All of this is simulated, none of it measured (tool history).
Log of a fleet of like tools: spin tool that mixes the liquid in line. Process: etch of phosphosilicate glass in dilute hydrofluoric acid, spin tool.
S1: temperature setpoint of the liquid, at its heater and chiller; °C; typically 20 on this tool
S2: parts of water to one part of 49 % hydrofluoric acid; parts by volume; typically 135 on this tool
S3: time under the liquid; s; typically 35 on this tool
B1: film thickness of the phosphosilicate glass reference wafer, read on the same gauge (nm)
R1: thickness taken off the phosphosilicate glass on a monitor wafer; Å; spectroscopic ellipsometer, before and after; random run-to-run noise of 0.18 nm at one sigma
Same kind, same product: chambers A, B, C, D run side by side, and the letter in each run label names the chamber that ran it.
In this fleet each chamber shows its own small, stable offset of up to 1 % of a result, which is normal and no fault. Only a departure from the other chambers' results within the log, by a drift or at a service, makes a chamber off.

| run | hour | S1 | S2 | S3 | B1 | R1 |
|---|---|---|---|---|---|---|
| 1B | 6.2 | 20 | 135 | 35 | 150.01 | 241.73 |
| 2D | 10.6 | 20 | 135 | 35 | 150.01 | 240.62 |
| 3A | 19.1 | 20 | 135 | 35 | 150 | 244.12 |
| 4C | 27.8 | 20 | 135 | 35 | 150.01 | 241.61 |
| 5A | 34.8 | 20 | 135 | 35 | 149.99 | 241.29 |
| 6B | 44.9 | 20 | 135 | 35 | 149.99 | 243.21 |
| 7C | 49.5 | 20 | 135 | 35 | 150 | 241.8 |
| 8D | 57.4 | 20 | 135 | 35 | 149.97 | 240.99 |
| 9C | 62 | 20 | 135 | 25 | 150.03 | 173.46 |
| 10D | 72 | 20 | 135 | 25 | 149.97 | 173.35 |
| 11B | 81.7 | 20 | 135 | 25 | 149.98 | 170.99 |
| 12A | 91.2 | 20 | 135 | 25 | 150.01 | 172.41 |
| 13D | 97.7 | 20 | 135 | 35 | 149.98 | 242.3 |
| 14B | 103.3 | 20 | 135 | 35 | 150 | 241.55 |
| 15A | 110.1 | 20 | 135 | 35 | 150.01 | 242.88 |
| 16C | 118.6 | 20 | 135 | 35 | 149.99 | 244.97 |
| 17B | 125 | 20 | 135 | 35 | 149.99 | 239.42 |
|  | 131.4 | chamber C: hydrofluoric acid flow meter replaced |
| 18A | 133.4 | 20 | 135 | 35 | 149.99 | 243.55 |
| 19C | 140.4 | 20 | 135 | 35 | 149.98 | 245.84 |
| 20D | 144.8 | 20 | 135 | 35 | 150.01 | 239.91 |
| 21D | 151.2 | 20 | 135 | 35 | 150.02 | 240.36 |
| 22A | 160 | 20 | 135 | 35 | 150 | 242.76 |
| 23C | 166.7 | 20 | 135 | 35 | 150.01 | 243.8 |
| 24B | 175.8 | 20 | 135 | 25 | 149.99 | 166.24 |
| 25A | 185.2 | 20 | 135 | 25 | 149.99 | 173.6 |
| 26C | 190.1 | 20 | 135 | 25 | 150 | 174.3 |
| 27D | 196.2 | 20 | 135 | 25 | 150.01 | 170.31 |
| 28B | 200.7 | 20 | 135 | 35 | 150 | 234.65 |
| 29B | 206 | 20 | 135 | 35 | 149.99 | 233.1 |
| 30A | 215.4 | 17 | 80 | 35 | 150.01 | 381.46 |
| 31C | 221 | 17 | 80 | 35 | 150.01 | 383.63 |

All 4 chambers run these settings next. Forecast each chamber's results:
| 32A | 228.3 | 20 | 200 | 35 |  | ? |
| 32B | 228.3 | 20 | 200 | 35 |  | ? |
| 32C | 228.3 | 20 | 200 | 35 |  | ? |
| 32D | 228.3 | 20 | 200 | 35 |  | ? |

| run | R1 |
|---|---|
| 32A | 152.55 |
| 32B | 145.53 |
| 32C | 154.8 |
| 32D | 151.61 |

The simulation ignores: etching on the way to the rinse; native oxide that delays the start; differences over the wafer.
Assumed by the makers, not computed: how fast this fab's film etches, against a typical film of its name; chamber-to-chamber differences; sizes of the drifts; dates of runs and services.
